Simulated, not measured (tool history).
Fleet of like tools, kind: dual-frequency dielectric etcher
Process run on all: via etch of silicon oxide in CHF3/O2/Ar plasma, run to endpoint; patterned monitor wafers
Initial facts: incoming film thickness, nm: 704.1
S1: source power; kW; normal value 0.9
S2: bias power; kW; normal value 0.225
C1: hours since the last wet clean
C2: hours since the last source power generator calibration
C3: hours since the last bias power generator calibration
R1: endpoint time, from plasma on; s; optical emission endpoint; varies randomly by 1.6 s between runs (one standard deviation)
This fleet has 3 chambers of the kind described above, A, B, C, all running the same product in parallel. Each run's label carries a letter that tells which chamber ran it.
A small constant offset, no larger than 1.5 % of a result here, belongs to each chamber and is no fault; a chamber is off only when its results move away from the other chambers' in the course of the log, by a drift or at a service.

At hour 2.3: chamber B: wet clean of the chamber.
Run 1B, hour 10.7: usual settings; C1 8.5; C2 467; C3 1511.2. Result: R1 281.08 s.
At hour 18.5: chamber A: wet clean of the chamber.
Run 2C, hour 23.5: usual settings; C1 345.7; C2 809.5; C3 1012.3. Result: R1 288.01 s.
Run 3A, hour 32.4: usual settings; C1 13.9; C2 1058.8; C3 1815.2. Result: R1 285.71 s.
Run 4C, hour 41.4: usual settings; C1 363.6; C2 827.4; C3 1030.2. Result: R1 288.27 s.
Run 5A, hour 52.4: usual settings; C1 33.9; C2 1078.8; C3 1835.2. Result: R1 282.93 s.
Run 6B, hour 62.3: usual settings; C1 60.1; C2 518.6; C3 1562.8. Result: R1 278.7 s.
Run 7A, hour 70.2: usual settings; C1 51.7; C2 1096.6; C3 1853. Result: R1 283.91 s.
Run 8B, hour 76.8: usual settings but S1 0.79 kW; C1 74.6; C2 533.1; C3 1577.3. Result: R1 298.58 s.
Run 9C, hour 83: usual settings but S1 0.79 kW; C1 405.2; C2 869; C3 1071.8. Result: R1 302.34 s.
Run 10A, hour 92.1: usual settings but S1 0.79 kW; C1 73.6; C2 1118.5; C3 1874.9. Result: R1 297.09 s.
Run 11B, hour 104.5: usual settings; C1 102.3; C2 560.8; C3 1605. Result: R1 283.57 s.
Run 12C, hour 111.8: usual settings; C1 434; C2 897.8; C3 1100.6. Result: R1 283.94 s.
Run 13A, hour 121.5: usual settings; C1 103; C2 1147.9; C3 1904.3. Result: R1 282.77 s.
Run 14C, hour 135: usual settings; C1 457.2; C2 921; C3 1123.8. Result: R1 286.26 s.
Run 15B, hour 146.9: usual settings; C1 144.7; C2 603.2; C3 1647.4. Result: R1 282.54 s.
Run 16B, hour 160.2: usual settings; C1 158; C2 616.5; C3 1660.7. Result: R1 283.25 s.
Run 17C, hour 166.9: usual settings; C1 489.1; C2 952.9; C3 1155.7. Result: R1 284.71 s.
Run 18A, hour 177.5: usual settings; C1 159; C2 1203.9; C3 1960.3. Result: R1 284.79 s.
Run 19C, hour 186.2: usual settings but S2 0.19 kW; C1 508.4; C2 972.2; C3 1175. Result: R1 300.25 s.
Run 20A, hour 194.4: usual settings but S2 0.19 kW; C1 175.9; C2 1220.8; C3 1977.2. Result: R1 299.85 s.
Run 21B, hour 208.4: usual settings but S2 0.19 kW; C1 206.2; C2 664.7; C3 1708.9. Result: R1 298.09 s.
At hour 209.9: chamber C: wet clean of the chamber.
Run 22A, hour 217.8: usual settings; C1 199.3; C2 1244.2; C3 2000.6. Result: R1 285.08 s.
Run 23B, hour 226.2: usual settings; C1 224; C2 682.5; C3 1726.7. Result: R1 281.33 s.
Run 24C, hour 233.2: usual settings; C1 23.3; C2 1019.2; C3 1222. Result: R1 289.15 s.
Run 25C, hour 245.2: usual settings; C1 35.3; C2 1031.2; C3 1234. Result: R1 287.43 s.
Run 26A, hour 251.4: usual settings; C1 232.9; C2 1277.8; C3 2034.2. Result: R1 284.07 s.
Run 27B, hour 258.1: usual settings; C1 255.9; C2 714.4; C3 1758.6. Result: R1 285.26 s.
Run 28A, hour 267.1: usual settings; C1 248.6; C2 1293.5; C3 2049.9. Result: R1 281.59 s.
Run 29C, hour 276.8: usual settings; C1 66.9; C2 1062.8; C3 1265.6. Result: R1 289.16 s.
Run 30B, hour 290.7: usual settings; C1 288.5; C2 747; C3 1791.2. Result: R1 280.73 s.
Run 31C, hour 297: usual settings; C1 87.1; C2 1083; C3 1285.8. Result: R1 287 s.
Run 32B, hour 306.4: usual settings; C1 304.2; C2 762.7; C3 1806.9. Result: R1 281.67 s.
Run 33A, hour 316.8: usual settings; C1 298.3; C2 1343.2; C3 2099.6. Result: R1 280.93 s.

Predict what each chamber gives when all 3 of them run the settings below next.
Run 34A, hour 326.9: usual settings but S2 0.17 kW. Result: R1 ?.
Run 34B, hour 326.9: usual settings but S2 0.17 kW. Result: R1 ?.
Run 34C, hour 326.9: usual settings but S2 0.17 kW. Result: R1 ?.

run      R1
34A  309.92
34B  312.45
34C  315.92
